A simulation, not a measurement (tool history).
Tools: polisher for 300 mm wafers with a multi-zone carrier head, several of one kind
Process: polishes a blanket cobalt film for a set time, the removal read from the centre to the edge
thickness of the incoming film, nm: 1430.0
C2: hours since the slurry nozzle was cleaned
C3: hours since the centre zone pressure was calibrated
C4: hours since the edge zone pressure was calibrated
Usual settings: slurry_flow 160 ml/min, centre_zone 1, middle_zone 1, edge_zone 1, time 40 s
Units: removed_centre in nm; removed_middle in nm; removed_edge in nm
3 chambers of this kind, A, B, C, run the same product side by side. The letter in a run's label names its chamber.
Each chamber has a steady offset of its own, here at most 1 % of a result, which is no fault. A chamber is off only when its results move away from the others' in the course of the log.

-- hour=4.4 chamber A: worn pad replaced by a new one
run 1C hour=11.6 | slurry_flow=160 centre_zone=1 middle_zone=1 edge_zone=1 time=40 | wafers_polished_on_this_pad=745 C2=532.7 C3=511.6 C4=826.1 | removed_centre=150.8 removed_middle=152.75 removed_edge=149.41
run 2A hour=25.4 | slurry_flow=160 centre_zone=1 middle_zone=1 edge_zone=1 time=40 | wafers_polished_on_this_pad=333 C2=233.9 C3=99.4 C4=832.9 | removed_centre=153.46 removed_middle=152.86 removed_edge=149.22
run 3B hour=39.4 | slurry_flow=160 centre_zone=1 middle_zone=1 edge_zone=1 time=40 | wafers_polished_on_this_pad=660 C2=145.9 C3=672.8 C4=491.1 | removed_centre=148.64 removed_middle=153.83 removed_edge=150.79
-- hour=43.7 chamber C: worn pad replaced by a new one
run 4A hour=50.2 | slurry_flow=160 centre_zone=1 middle_zone=1 edge_zone=1 time=40 | wafers_polished_on_this_pad=726 C2=258.7 C3=124.2 C4=857.7 | removed_centre=152.27 removed_middle=152.09 removed_edge=146.25
run 5B hour=63.9 | slurry_flow=160 centre_zone=1 middle_zone=1 edge_zone=1 time=40 | wafers_polished_on_this_pad=1048 C2=170.4 C3=697.3 C4=515.6 | removed_centre=148.11 removed_middle=145.36 removed_edge=152.79
run 6C hour=72.9 | slurry_flow=160 centre_zone=1 middle_zone=1 edge_zone=1 time=40 | wafers_polished_on_this_pad=462 C2=594 C3=572.9 C4=887.4 | removed_centre=150.78 removed_middle=150.72 removed_edge=153.24
-- hour=76.9 chamber A: worn pad replaced by a new one
-- hour=81.6 chamber B: worn pad replaced by a new one
run 7B hour=83.4 | slurry_flow=160 centre_zone=1 middle_zone=1 edge_zone=1 time=40 | wafers_polished_on_this_pad=29 C2=189.9 C3=716.8 C4=535.1 | removed_centre=151.23 removed_middle=148.51 removed_edge=152.34
run 8A hour=95.3 | slurry_flow=160 centre_zone=1 middle_zone=1 edge_zone=1 time=40 | wafers_polished_on_this_pad=292 C2=303.8 C3=169.3 C4=902.8 | removed_centre=149.07 removed_middle=150.41 removed_edge=147.41
run 9C hour=109.4 | slurry_flow=160 centre_zone=1 middle_zone=1 edge_zone=1 time=33 | wafers_polished_on_this_pad=1040 C2=630.5 C3=609.4 C4=923.9 | removed_centre=125.53 removed_middle=126.97 removed_edge=124.9
-- hour=110.2 chamber C: slurry nozzle cleaned
-- hour=113.9 chamber C: worn pad replaced by a new one
run 10B hour=117.2 | slurry_flow=160 centre_zone=1 middle_zone=1 edge_zone=1 time=33 | wafers_polished_on_this_pad=564 C2=223.7 C3=750.6 C4=568.9 | removed_centre=122.76 removed_middle=123.77 removed_edge=125.97
-- hour=119.2 chamber C: centre zone pressure recalibrated
run 11A hour=124.8 | slurry_flow=160 centre_zone=1 middle_zone=1 edge_zone=1 time=33 | wafers_polished_on_this_pad=759 C2=333.3 C3=198.8 C4=932.3 | removed_centre=123.67 removed_middle=123.6 removed_edge=124.59
run 12C hour=135.7 | slurry_flow=160 centre_zone=1 middle_zone=1 edge_zone=1 time=40 | wafers_polished_on_this_pad=346 C2=25.6 C3=16.5 C4=950.2 | removed_centre=166.6 removed_middle=147.23 removed_edge=150.06
run 13B hour=144.7 | slurry_flow=160 centre_zone=1 middle_zone=1 edge_zone=1 time=40 | wafers_polished_on_this_pad=1000 C2=251.2 C3=778.1 C4=596.4 | removed_centre=154.39 removed_middle=151.47 removed_edge=152.52
-- hour=146.7 chamber A: worn pad replaced by a new one
run 14A hour=153.1 | slurry_flow=160 centre_zone=1 middle_zone=1 edge_zone=1 time=40 | wafers_polished_on_this_pad=101 C2=361.6 C3=227.1 C4=960.6 | removed_centre=149.98 removed_middle=149.43 removed_edge=152.22
-- hour=157.3 chamber B: worn pad replaced by a new one
run 15C hour=166.7 | slurry_flow=160 centre_zone=1 middle_zone=1 edge_zone=1 time=40 | wafers_polished_on_this_pad=837 C2=56.6 C3=47.5 C4=981.2 | removed_centre=165.97 removed_middle=152.09 removed_edge=151.65
run 16B hour=176.3 | slurry_flow=160 centre_zone=1 middle_zone=1 edge_zone=1 time=40 | wafers_polished_on_this_pad=301 C2=282.8 C3=809.7 C4=628 | removed_centre=152.39 removed_middle=150.55 removed_edge=151.94
run 17A hour=188.9 | slurry_flow=160 centre_zone=1 middle_zone=1 edge_zone=1 time=40 | wafers_polished_on_this_pad=668 C2=397.4 C3=262.9 C4=996.4 | removed_centre=153.13 removed_middle=148.29 removed_edge=145.95
-- hour=193.9 chamber C: worn pad replaced by a new one
run 18C hour=198 | slurry_flow=160 centre_zone=1 middle_zone=1 edge_zone=1 time=40 | wafers_polished_on_this_pad=64 C2=87.9 C3=78.8 C4=1012.5 | removed_centre=164.51 removed_middle=150.7 removed_edge=150.39
-- hour=210.9 chamber B: edge zone pressure recalibrated
run 19A hour=212.1 | slurry_flow=160 centre_zone=1 middle_zone=1 edge_zone=1 time=40 | wafers_polished_on_this_pad=1036 C2=420.6 C3=286.1 C4=1019.6 | removed_centre=154.15 removed_middle=148.1 removed_edge=149.2
-- hour=222.5 chamber A: worn pad replaced by a new one
run 20B hour=225.7 | slurry_flow=160 centre_zone=1 middle_zone=1 edge_zone=1 time=40 | wafers_polished_on_this_pad=1083 C2=332.2 C3=859.1 C4=14.8 | removed_centre=148.67 removed_middle=148.6 removed_edge=153.28
-- hour=226 chamber B: worn pad replaced by a new one
-- hour=228.1 chamber A: slurry nozzle cleaned
run 21C hour=237.7 | slurry_flow=160 centre_zone=1 middle_zone=1 edge_zone=1 time=40 | wafers_polished_on_this_pad=693 C2=127.6 C3=118.5 C4=1052.2 | removed_centre=162.67 removed_middle=147.22 removed_edge=153.22
run 22A hour=246.6 | slurry_flow=160 centre_zone=1 middle_zone=1 edge_zone=1 time=40 | wafers_polished_on_this_pad=382 C2=18.5 C3=320.6 C4=1054.1 | removed_centre=153.87 removed_middle=153.38 removed_edge=150.42
run 23C hour=257.1 | slurry_flow=160 centre_zone=1 middle_zone=1 edge_zone=1 time=40 | wafers_polished_on_this_pad=1000 C2=147 C3=137.9 C4=1071.6 | removed_centre=162.75 removed_middle=149.36 removed_edge=148.84
-- hour=258.6 chamber A: edge zone pressure recalibrated
run 24B hour=264.9 | slurry_flow=160 centre_zone=1 middle_zone=1 edge_zone=1 time=40 | wafers_polished_on_this_pad=616 C2=371.4 C3=898.3 C4=54 | removed_centre=152.19 removed_middle=150.44 removed_edge=153.1
-- hour=271.8 chamber C: worn pad replaced by a new one
run 25C hour=274.2 | slurry_flow=160 centre_zone=1 middle_zone=1 edge_zone=1 time=40 | wafers_polished_on_this_pad=39 C2=164.1 C3=155 C4=1088.7 | removed_centre=162.97 removed_middle=148.81 removed_edge=153.14
run 26A hour=280.8 | slurry_flow=140 centre_zone=1 middle_zone=1 edge_zone=1 time=52 | wafers_polished_on_this_pad=924 C2=52.7 C3=354.8 C4=22.3 | removed_centre=190.53 removed_middle=189.26 removed_edge=191.31
run 27B hour=292.3 | slurry_flow=140 centre_zone=1 middle_zone=1 edge_zone=1 time=52 | wafers_polished_on_this_pad=1050 C2=398.8 C3=925.7 C4=81.4 | removed_centre=191.92 removed_middle=189.27 removed_edge=195.53
-- hour=296 chamber B: worn pad replaced by a new one
-- hour=300.6 chamber A: worn pad replaced by a new one
run 28A hour=301.4 | slurry_flow=140 centre_zone=1 middle_zone=1 edge_zone=1 time=52 | wafers_polished_on_this_pad=13 C2=73.3 C3=375.4 C4=42.9 | removed_centre=189.68 removed_middle=188.85 removed_edge=191.12
run 29B hour=310.8 | slurry_flow=160 centre_zone=1 middle_zone=1 edge_zone=1 time=40 | wafers_polished_on_this_pad=235 C2=417.3 C3=944.2 C4=99.9 | removed_centre=152.37 removed_middle=151.38 removed_edge=151.94
run 30C hour=324.4 | slurry_flow=160 centre_zone=1 middle_zone=1 edge_zone=1 time=40 | wafers_polished_on_this_pad=833 C2=214.3 C3=205.2 C4=1138.9 | removed_centre=161.52 removed_middle=151.71 removed_edge=152.69
run 31A hour=337.5 | slurry_flow=160 centre_zone=1 middle_zone=1 edge_zone=1 time=40 | wafers_polished_on_this_pad=585 C2=109.4 C3=411.5 C4=79 | removed_centre=153.3 removed_middle=148.3 removed_edge=146.45
run 32B hour=348.7 | slurry_flow=160 centre_zone=1 middle_zone=1 edge_zone=1 time=40 | wafers_polished_on_this_pad=835 C2=455.2 C3=982.1 C4=137.8 | removed_centre=151.39 removed_middle=153.17 removed_edge=150.92
-- hour=358.4 chamber C: worn pad replaced by a new one
run 33C hour=359.4 | slurry_flow=160 centre_zone=1 middle_zone=1 edge_zone=1 time=40 | wafers_polished_on_this_pad=15 C2=249.3 C3=240.2 C4=1173.9 | removed_centre=161.72 removed_middle=152.24 removed_edge=152.43
-- hour=368.3 chamber B: slurry nozzle cleaned
run 34C hour=370.7 | slurry_flow=160 centre_zone=1 middle_zone=1 edge_zone=1 time=40 | wafers_polished_on_this_pad=194 C2=260.6 C3=251.5 C4=1185.2 | removed_centre=165.5 removed_middle=149.23 removed_edge=152.6
run 35B hour=379.8 | slurry_flow=160 centre_zone=1 middle_zone=1 edge_zone=1 time=40 | wafers_polished_on_this_pad=1328 C2=11.5 C3=1013.2 C4=168.9 | removed_centre=153.03 removed_middle=149.96 removed_edge=148.54

Next, every chamber runs the same settings. What will each give?
run 36A hour=390.4 | slurry_flow=160 centre_zone=1 middle_zone=0.96 edge_zone=1 time=40 | removed_centre=? removed_middle=? removed_edge=?
run 36B hour=390.4 | slurry_flow=160 centre_zone=1 middle_zone=0.96 edge_zone=1 time=40 | removed_centre=? removed_middle=? removed_edge=?
run 36C hour=390.4 | slurry_flow=160 centre_zone=1 middle_zone=0.96 edge_zone=1 time=40 | removed_centre=? removed_middle=? removed_edge=?

run=36A removed_centre=152.73 removed_middle=146.28 removed_edge=151.1
run=36B removed_centre=151.59 removed_middle=143.32 removed_edge=149.98
run=36C removed_centre=164.58 removed_middle=145.99 removed_edge=153.13

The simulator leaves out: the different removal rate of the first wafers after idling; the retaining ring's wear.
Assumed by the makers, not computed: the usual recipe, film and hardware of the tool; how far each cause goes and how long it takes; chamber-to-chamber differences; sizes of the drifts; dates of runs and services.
